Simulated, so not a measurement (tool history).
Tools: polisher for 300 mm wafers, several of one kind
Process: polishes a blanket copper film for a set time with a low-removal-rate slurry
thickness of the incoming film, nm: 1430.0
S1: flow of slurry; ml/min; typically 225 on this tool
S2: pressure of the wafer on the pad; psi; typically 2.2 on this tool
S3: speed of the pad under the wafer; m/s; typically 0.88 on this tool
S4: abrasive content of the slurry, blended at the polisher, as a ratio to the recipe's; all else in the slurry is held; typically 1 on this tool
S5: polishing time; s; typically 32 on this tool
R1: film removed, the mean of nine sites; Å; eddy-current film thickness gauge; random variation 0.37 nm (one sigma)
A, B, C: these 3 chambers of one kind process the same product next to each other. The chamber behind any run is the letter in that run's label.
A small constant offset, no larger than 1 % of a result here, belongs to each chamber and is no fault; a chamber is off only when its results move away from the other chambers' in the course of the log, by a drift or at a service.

Run 1A, hour 11.2: usual settings. Result: R1 523.83 Å.
At hour 11.9: chamber C: slurry nozzle cleaned.
Run 2B, hour 21.3: usual settings. Result: R1 521.66 Å.
At hour 22.2: chamber B: worn pad replaced by a new one.
At hour 30.2: chamber C: head pressure recalibrated.
Run 3C, hour 35.2: usual settings. Result: R1 526.4 Å.
Run 4A, hour 47: usual settings. Result: R1 527.38 Å.
At hour 47.5: chamber A: worn pad replaced by a new one.
Run 5B, hour 61.6: usual settings. Result: R1 521.03 Å.
At hour 63.2: chamber A: head pressure recalibrated.
Run 6C, hour 71.4: usual settings. Result: R1 524.45 Å.
At hour 72.8: chamber C: worn pad replaced by a new one.
Run 7B, hour 80.1: usual settings. Result: R1 516.1 Å.
Run 8C, hour 93.6: usual settings. Result: R1 530 Å.
At hour 104.2: chamber A: slurry nozzle cleaned.
Run 9A, hour 104.8: usual settings. Result: R1 528.6 Å.
Run 10A, hour 114.1: usual settings. Result: R1 525.57 Å.
At hour 115.9: chamber B: worn pad replaced by a new one.
Run 11C, hour 122.2: usual settings but S2 2.9 psi, S4 0.75. Result: R1 651.55 Å.
Run 12B, hour 135.9: usual settings but S2 2.9 psi, S4 0.75. Result: R1 655.59 Å.
At hour 146: chamber A: worn pad replaced by a new one.
Run 13A, hour 149.3: usual settings but S2 2.9 psi, S4 0.75. Result: R1 642.2 Å.
At hour 151.4: chamber C: worn pad replaced by a new one.
Run 14C, hour 157.2: usual settings. Result: R1 525.1 Å.
Run 15B, hour 165.7: usual settings. Result: R1 523.78 Å.
Run 16A, hour 179.6: usual settings but S1 160 ml/min, S4 0.85. Result: R1 476.11 Å.
At hour 187.9: chamber B: worn pad replaced by a new one.
Run 17B, hour 195.1: usual settings but S1 160 ml/min, S4 0.85. Result: R1 482.72 Å.
At hour 202.4: chamber C: slurry blender recalibrated.
Run 18C, hour 208.3: usual settings but S1 160 ml/min, S4 0.85. Result: R1 486.07 Å.
At hour 208.7: chamber B: head pressure recalibrated.
Run 19C, hour 218: usual settings. Result: R1 522.75 Å.
Run 20B, hour 225.7: usual settings. Result: R1 512.58 Å.
Run 21A, hour 233: usual settings. Result: R1 518.11 Å.
At hour 239.8: chamber C: worn pad replaced by a new one.
At hour 241.6: chamber A: worn pad replaced by a new one.
Run 22A, hour 245.6: usual settings. Result: R1 504.87 Å.
Run 23C, hour 256.1: usual settings. Result: R1 525.92 Å.
At hour 257.3: chamber C: slurry nozzle cleaned.
Run 24B, hour 270.8: usual settings but S1 190 ml/min, S4 0.7. Result: R1 472.01 Å.
At hour 276.3: chamber B: worn pad replaced by a new one.
Run 25B, hour 282.4: usual settings but S1 190 ml/min, S4 0.7. Result: R1 472.43 Å.
At hour 285.7: chamber B: slurry blender recalibrated.
Run 26A, hour 292.1: usual settings but S1 190 ml/min, S4 0.7. Result: R1 456.66 Å.
Run 27C, hour 300.5: usual settings. Result: R1 520.93 Å.
Run 28A, hour 314.7: usual settings. Result: R1 505.48 Å.
At hour 319.9: chamber C: worn pad replaced by a new one.
Run 29B, hour 322.1: usual settings. Result: R1 529.76 Å.
At hour 322.7: chamber A: worn pad replaced by a new one.
Run 30C, hour 333.2: usual settings. Result: R1 523.76 Å.
Run 31C, hour 342.3: usual settings but S2 1.4 psi. Result: R1 332.04 Å.
At hour 347: chamber B: worn pad replaced by a new one.
Run 32A, hour 349.7: usual settings but S2 1.4 psi. Result: R1 317.53 Å.
Run 33B, hour 361.6: usual settings but S2 1.4 psi. Result: R1 331.58 Å.
Run 34C, hour 370.8: usual settings. Result: R1 526.21 Å.
Run 35A, hour 383.8: usual settings. Result: R1 496.11 Å.
Run 36B, hour 394.9: usual settings. Result: R1 532.94 Å.
At hour 398.2: chamber A: worn pad replaced by a new one.
Run 37A, hour 405.7: usual settings. Result: R1 493.61 Å.
At hour 405.8: chamber C: worn pad replaced by a new one.
Run 38C, hour 415.7: usual settings. Result: R1 524.71 Å.

Next, all 3 chambers run the settings below, one line each with question marks for the results. What does each chamber give?
Run 39A, hour 426.8: usual settings. Result: R1 ?.
Run 39B, hour 426.8: usual settings. Result: R1 ?.
Run 39C, hour 426.8: usual settings. Result: R1 ?.

run      R1
39A  490.02
39B  518.24
39C  520.48
